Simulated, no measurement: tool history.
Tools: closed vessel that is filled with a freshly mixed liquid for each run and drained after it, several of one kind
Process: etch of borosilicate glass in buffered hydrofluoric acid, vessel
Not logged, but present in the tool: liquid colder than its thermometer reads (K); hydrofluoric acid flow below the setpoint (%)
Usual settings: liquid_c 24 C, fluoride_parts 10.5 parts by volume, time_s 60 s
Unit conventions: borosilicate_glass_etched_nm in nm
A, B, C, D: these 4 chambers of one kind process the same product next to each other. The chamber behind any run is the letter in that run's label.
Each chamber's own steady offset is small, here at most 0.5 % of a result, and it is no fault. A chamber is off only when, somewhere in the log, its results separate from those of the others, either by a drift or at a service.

| run | hour | liquid_c | fluoride_parts | time_s | hours since the thermometer was replaced | hours since the hydrofluoric acid flow meter was replaced | read-back film thickness of the borosilicate glass reference wafer, read on the same gauge (nm) | borosilicate_glass_etched_nm |
|---|---|---|---|---|---|---|---|---|
| 1B | 5.4 | 24 | 10.5 | 60 | 244.1 | 453.5 | 109.99 | 70.598 |
| 2A | 12.5 | 24 | 10.5 | 60 | 1541.8 | 330 | 110 | 70.352 |
| 3C | 21.7 | 24 | 10.5 | 60 | 2322.9 | 91.9 | 110.04 | 71.686 |
| 4D | 31.6 | 24 | 10.5 | 60 | 2543.4 | 699.6 | 109.97 | 70.217 |
| 5A | 37 | 24 | 10.5 | 60 | 1566.3 | 354.5 | 110 | 69.95 |
| 6C | 44.1 | 24 | 10.5 | 60 | 2345.3 | 114.3 | 109.98 | 72.277 |
| 7D | 50.2 | 24 | 10.5 | 60 | 2562 | 718.2 | 109.97 | 70.296 |
| 8B | 57.5 | 24 | 14.5 | 90 | 296.2 | 505.6 | 110.03 | 78.111 |
| 9B | 64.7 | 24 | 14.5 | 90 | 303.4 | 512.8 | 109.98 | 77.48 |
| 10A | 71.3 | 24 | 14.5 | 90 | 1600.6 | 388.8 | 109.99 | 77.519 |
| 11C | 78.2 | 24 | 14.5 | 90 | 2379.4 | 148.4 | 110.02 | 78.482 |
| 12D | 84.5 | 24 | 10.5 | 60 | 2596.3 | 752.5 | 110 | 70.515 |
| 13C | 93.5 | 24 | 10.5 | 60 | 2394.7 | 163.7 | 109.99 | 70.869 |
| 14D | 103.2 | 24 | 10.5 | 60 | 2615 | 771.2 | 110.02 | 70.26 |
| 15A | 109.2 | 24 | 10.5 | 60 | 1638.5 | 426.7 | 109.95 | 71.215 |
| 16B | 116.5 | 24 | 10.5 | 60 | 355.2 | 564.6 | 110 | 70.885 |
| 17C | 124.3 | 24 | 10.5 | 60 | 2425.5 | 194.5 | 110.04 | 71.178 |
| 18A | 131 | 24 | 10.5 | 60 | 1660.3 | 448.5 | 109.98 | 70.367 |
| 19B | 139.6 | 24 | 10.5 | 60 | 378.3 | 587.7 | 110.01 | 71.869 |
| 20D | 148.8 | 24 | 10.5 | 60 | 2660.6 | 816.8 | 110.02 | 67.813 |
| 21C | 155.2 | 24 | 10.5 | 60 | 2456.4 | 225.4 | 110 | 71.488 |
| 22A | 164.5 | 24 | 10.5 | 60 | 1693.8 | 482 | 109.98 | 71.012 |
| 23D | 173.7 | 19.5 | 10.5 | 60 | 2685.5 | 841.7 | 110.02 | 53.607 |
| 24B | 182.4 | 19.5 | 10.5 | 60 | 421.1 | 630.5 | 109.99 | 55.581 |
| 25C | 187.5 | 19.5 | 10.5 | 60 | 2488.7 | 257.7 | 109.96 | 56.266 |
| 26D | 196.9 | 19.5 | 10.5 | 60 | 2708.7 | 864.9 | 109.99 | 52.13 |
| 27A | 202.1 | 24 | 6.5 | 60 | 1731.4 | 519.6 | 109.94 | 113.45 |
| 28B | 210.9 | 24 | 6.5 | 60 | 449.6 | 659 | 109.99 | 111.79 |
| 29B | 218.4 | 24 | 6.5 | 60 | 457.1 | 666.5 | 110.02 | 112.52 |
| 30C | 225 | 24 | 6.5 | 60 | 2526.2 | 295.2 | 109.99 | 112.6 |
|  | 225.7 | chamber A: hydrofluoric acid flow meter replaced |
| 31A | 232.1 | 19.5 | 10.5 | 60 | 1761.4 | 6.5 | 110.04 | 54.835 |
| 32D | 236.9 | 19.5 | 10.5 | 60 | 2748.7 | 904.9 | 110.02 | 51.07 |
| 33D | 246.8 | 19.5 | 10.5 | 60 | 2758.6 | 914.8 | 109.98 | 51.298 |

What goes on in this fleet: one chamber off, a drifting gauge, or nothing beyond the chambers' own small offsets? Name the chamber and the cause, if any.

It is chamber D that slowly wanders off from its peers.
Cause: hydrofluoric acid flow below the setpoint (%) = 8.69.
It could be hard to tell apart here from: liquid colder than its thermometer reads (K).

Which of the 4 candidates below, each the usual settings with something changed and its results left as question marks, puts chamber D back in line with what the other chambers give on the usual settings?
In line means no further than this from the other chambers' mean on the usual settings: borosilicate_glass_etched_nm 2.2 nm
| 34D-1 | 254.3 | 24 | 8.5 | 60 |  |  |  | ? |
| 34D-2 | 254.3 | 24.5 | 10.5 | 65 |  |  |  | ? |
| 34D-3 | 254.3 | 24 | 10.5 | 55 |  |  |  | ? |
| 34D-4 | 254.3 | 24 | 10.5 | 50 |  |  |  | ? |

On the usual settings, the other chambers give on average: borosilicate_glass_etched_nm 71.073 nm
| run | borosilicate_glass_etched_nm |
|---|---|
| 34D-1 | 77.624 |
| 34D-2 | 71.699 |
| 34D-3 | 59.067 |
| 34D-4 | 53.697 |
34D-2 brings the chamber back in line.
